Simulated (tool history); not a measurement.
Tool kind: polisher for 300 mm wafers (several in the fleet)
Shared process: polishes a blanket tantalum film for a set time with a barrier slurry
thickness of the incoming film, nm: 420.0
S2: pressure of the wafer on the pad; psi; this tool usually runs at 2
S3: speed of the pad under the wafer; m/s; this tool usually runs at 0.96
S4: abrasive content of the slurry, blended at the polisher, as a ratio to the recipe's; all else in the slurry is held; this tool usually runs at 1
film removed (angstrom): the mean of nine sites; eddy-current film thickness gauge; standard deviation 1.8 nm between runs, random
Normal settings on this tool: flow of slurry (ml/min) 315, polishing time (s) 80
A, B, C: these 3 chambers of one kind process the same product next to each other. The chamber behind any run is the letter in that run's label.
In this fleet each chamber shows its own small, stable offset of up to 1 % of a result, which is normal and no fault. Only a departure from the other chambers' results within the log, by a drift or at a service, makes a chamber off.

Run 1A, hour 6.4: usual settings. Result: film removed (angstrom) 1245.8.
Run 2B, hour 13.5: usual settings. Result: film removed (angstrom) 1202.
Run 3C, hour 23.1: usual settings. Result: film removed (angstrom) 1242.6.
Run 4C, hour 28.8: usual settings. Result: film removed (angstrom) 1236.
At hour 31.9: chamber A: worn pad replaced by a new one.
Run 5A, hour 39.3: usual settings. Result: film removed (angstrom) 1245.8.
At hour 42.8: chamber B: slurry blender recalibrated.
Run 6B, hour 46.3: usual settings. Result: film removed (angstrom) 1236.
Run 7A, hour 55.9: usual settings. Result: film removed (angstrom) 1247.5.
At hour 63.9: chamber C: worn pad replaced by a new one.
Run 8C, hour 65.1: usual settings but flow of slurry (ml/min) 400, S2 1.5 psi. Result: film removed (angstrom) 947.54.
Run 9B, hour 75.1: usual settings but flow of slurry (ml/min) 400, S2 1.5 psi. Result: film removed (angstrom) 959.9.
At hour 77.3: chamber B: worn pad replaced by a new one.
Run 10A, hour 80.9: usual settings but flow of slurry (ml/min) 400, S2 1.5 psi. Result: film removed (angstrom) 970.59.
At hour 87.7: chamber C: head pressure recalibrated.
Run 11B, hour 88.8: usual settings. Result: film removed (angstrom) 1227.5.
Run 12C, hour 98.3: usual settings. Result: film removed (angstrom) 1248.5.
Run 13A, hour 104.8: usual settings. Result: film removed (angstrom) 1239.4.
Run 14C, hour 111.9: usual settings. Result: film removed (angstrom) 1201.4.
Run 15B, hour 119.6: usual settings. Result: film removed (angstrom) 1245.9.
Run 16A, hour 124.4: usual settings but S4 1.2, polishing time (s) 90. Result: film removed (angstrom) 1461.6.
Run 17B, hour 135.4: usual settings but S4 1.2, polishing time (s) 90. Result: film removed (angstrom) 1415.9.
Run 18C, hour 142.1: usual settings but S4 1.2, polishing time (s) 90. Result: film removed (angstrom) 1449.6.
Run 19B, hour 147: usual settings. Result: film removed (angstrom) 1243.7.
Run 20C, hour 157.1: usual settings. Result: film removed (angstrom) 1234.2.
Run 21A, hour 162.5: usual settings. Result: film removed (angstrom) 1200.5.
Run 22C, hour 167.4: usual settings. Result: film removed (angstrom) 1254.9.
Run 23B, hour 173.8: usual settings. Result: film removed (angstrom) 1243.1.
At hour 177.5: chamber C: slurry blender recalibrated.
At hour 177.5: chamber B: worn pad replaced by a new one.
Run 24A, hour 181.2: usual settings. Result: film removed (angstrom) 1195.3.
Run 25A, hour 187.1: usual settings. Result: film removed (angstrom) 1189.1.
Run 26C, hour 197.7: usual settings but S2 2.4 psi. Result: film removed (angstrom) 1483.8.
Run 27B, hour 207.1: usual settings but S2 2.4 psi. Result: film removed (angstrom) 1496.7.
At hour 212.1: chamber A: worn pad replaced by a new one.
Run 28B, hour 214.8: usual settings but S2 2.4 psi. Result: film removed (angstrom) 1486.2.
At hour 224.8: chamber B: head pressure recalibrated.
Run 29C, hour 225.3: usual settings. Result: film removed (angstrom) 1237.6.
Run 30A, hour 236.2: usual settings. Result: film removed (angstrom) 1187.
Run 31A, hour 243.5: usual settings. Result: film removed (angstrom) 1156.7.
At hour 243.7: chamber C: worn pad replaced by a new one.
Run 32B, hour 249.1: usual settings. Result: film removed (angstrom) 1249.
Run 33C, hour 259.9: usual settings. Result: film removed (angstrom) 1260.8.
Run 34B, hour 268.4: usual settings. Result: film removed (angstrom) 1217.2.
At hour 276: chamber C: slurry nozzle cleaned.
Run 35A, hour 276.5: usual settings. Result: film removed (angstrom) 1138.
Run 36C, hour 286.5: usual settings. Result: film removed (angstrom) 1244.2.
At hour 292.7: chamber B: worn pad replaced by a new one.
Run 37A, hour 293.7: usual settings. Result: film removed (angstrom) 1124.8.
Run 38B, hour 301.6: usual settings. Result: film removed (angstrom) 1246.8.
Run 39C, hour 312.5: usual settings. Result: film removed (angstrom) 1250.8.
Run 40B, hour 321: usual settings but S3 1.2 m/s, polishing time (s) 94. Result: film removed (angstrom) 1808.2.
Run 41C, hour 328.6: usual settings but S3 1.2 m/s, polishing time (s) 94. Result: film removed (angstrom) 1809.2.

Has any chamber moved away from the others, gradually or after a service, or does the common gauge drift, or do the chambers differ only by their own small steady offsets? State the chamber and the most likely cause if one applies.

Chamber A drifts away from the others.
Most likely cause: abrasive missing from the slurry, % = 32.7.
The log may not separate it from: head's pressure below its setpoint, %.

Below are 4 candidate recipes for chamber A's next run, each the usual settings with a change, their results shown as question marks. Which of them brings A's results back in line with what the other chambers give on the usual settings?
Counts as in line when no further than this from what the other chambers average on the usual settings: film removed (angstrom) 62
Run 42A-1, hour 336.6: usual settings but S2 1.9 psi, S3 0.9 m/s, polishing time (s) 74. Result: film removed (angstrom) ?.
Run 42A-2, hour 336.6: usual settings but S2 2.1 psi, S3 1 m/s, polishing time (s) 83. Result: film removed (angstrom) ?.
Run 42A-3, hour 336.6: usual settings but S4 0.75. Result: film removed (angstrom) ?.
Run 42A-4, hour 336.6: usual settings but S4 1.05, polishing time (s) 97. Result: film removed (angstrom) ?.

The mean the other chambers reach with the usual settings: film removed (angstrom) 1235.8
  run  film removed (angstrom)
42A-1                   890.65
42A-2                     1227
42A-3                   962.78
42A-4                   1334.3
42A-2 is the one that brings the chamber's results back in line with the other chambers.
